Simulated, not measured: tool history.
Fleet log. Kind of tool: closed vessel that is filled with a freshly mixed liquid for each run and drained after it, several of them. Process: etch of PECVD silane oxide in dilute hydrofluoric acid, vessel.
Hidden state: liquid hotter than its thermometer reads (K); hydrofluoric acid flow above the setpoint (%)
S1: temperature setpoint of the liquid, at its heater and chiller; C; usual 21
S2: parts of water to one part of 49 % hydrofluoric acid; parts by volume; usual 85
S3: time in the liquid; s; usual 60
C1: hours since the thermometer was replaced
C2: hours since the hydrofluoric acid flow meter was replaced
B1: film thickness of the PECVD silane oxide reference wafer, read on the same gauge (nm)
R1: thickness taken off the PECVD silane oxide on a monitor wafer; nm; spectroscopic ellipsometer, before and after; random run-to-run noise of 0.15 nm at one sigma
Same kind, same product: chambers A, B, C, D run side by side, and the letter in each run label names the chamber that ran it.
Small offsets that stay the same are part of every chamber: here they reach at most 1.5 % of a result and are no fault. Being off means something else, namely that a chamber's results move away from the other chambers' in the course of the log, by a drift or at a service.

run,hour,S1,S2,S3,C1,C2,B1,R1
1C,5.8,21,85,60,2281.4,108.7,139.97,18.844
# hour 8.2: chamber C: thermometer replaced
2A,9.9,21,85,60,1490.1,596.8,139.98,18.707
3D,14.5,21,85,60,690.1,559.7,139.99,18.768
4B,20.4,21,85,60,201.2,1383.9,140,18.377
5D,25.3,21,85,60,700.9,570.5,140.05,18.868
6C,31.6,21,85,60,23.5,134.5,140.01,18.644
7A,36.4,21,85,60,1516.6,623.3,140.05,18.659
8B,41.1,21,85,60,221.9,1404.6,139.97,18.446
9C,48.1,21,85,60,40,151,140.03,18.543
10B,55,21,85,60,235.8,1418.5,139.97,18.57
11D,58.7,21,85,60,734.3,603.9,140.02,18.998
12A,62.8,21,85,60,1543,649.7,139.99,18.258
13D,69,21,85,60,744.6,614.2,140,18.693
14B,75.3,21,115,60,256.1,1438.8,140,13.007
15A,79.2,21,115,60,1559.4,666.1,140.01,13.353
16C,82.4,21,115,60,74.3,185.3,140.01,13.488
17B,86.1,21,115,60,266.9,1449.6,139.99,13.17
18D,90.4,21,85,60,766,635.6,140.02,19.132
19C,95.4,21,85,60,87.3,198.3,140.05,18.566
20A,99.9,21,85,60,1580.1,686.8,139.98,18.943
21B,106,21,85,60,286.8,1469.5,139.97,18.572
22A,109.6,21,85,60,1589.8,696.5,140.04,18.676
23C,115.6,21,100,45,107.5,218.5,140.01,11.662
24D,120.9,21,100,45,796.5,666.1,140.02,11.91
25B,127.8,21,100,45,308.6,1491.3,139.98,11.651
26A,132.8,21,100,45,1613,719.7,139.98,11.669
27D,136.3,21,85,60,811.9,681.5,140,19.39
28C,140.4,21,110,60,132.3,243.3,140.03,13.966
29B,147,21,110,60,327.8,1510.5,140.01,13.84
30D,151.8,21,110,60,827.4,697,140,14.419
31C,156.5,21,110,60,148.4,259.4,140,14.194
32A,159.8,21,85,60,1640,746.7,139.95,18.665
33B,164.9,21,85,60,345.7,1528.4,139.98,18.479
34A,168.1,21,85,60,1648.3,755,139.96,18.716
35C,174.2,21,85,60,166.1,277.1,140.01,18.668
36D,177.6,21,85,60,853.2,722.8,140.03,19.513
37D,181.6,21,85,60,857.2,726.8,139.95,19.557
38C,184.7,21,55,60,176.6,287.6,140,29.655
39A,189,21,55,60,1669.2,775.9,139.99,29.682
40B,192.8,21,55,60,373.6,1556.3,140.01,30.173
41C,196.7,21,55,60,188.6,299.6,140,29.988
42B,203.3,21,85,60,384.1,1566.8,139.99,18.448

All chambers now run identical settings, listed one chamber a line with results as question marks. What results will each chamber show?
43A,208.4,21,85,60,,,,?
43B,208.4,21,85,60,,,,?
43C,208.4,21,85,60,,,,?
43D,208.4,21,85,60,,,,?

run,R1
43A,18.927
43B,18.343
43C,18.446
43D,19.759

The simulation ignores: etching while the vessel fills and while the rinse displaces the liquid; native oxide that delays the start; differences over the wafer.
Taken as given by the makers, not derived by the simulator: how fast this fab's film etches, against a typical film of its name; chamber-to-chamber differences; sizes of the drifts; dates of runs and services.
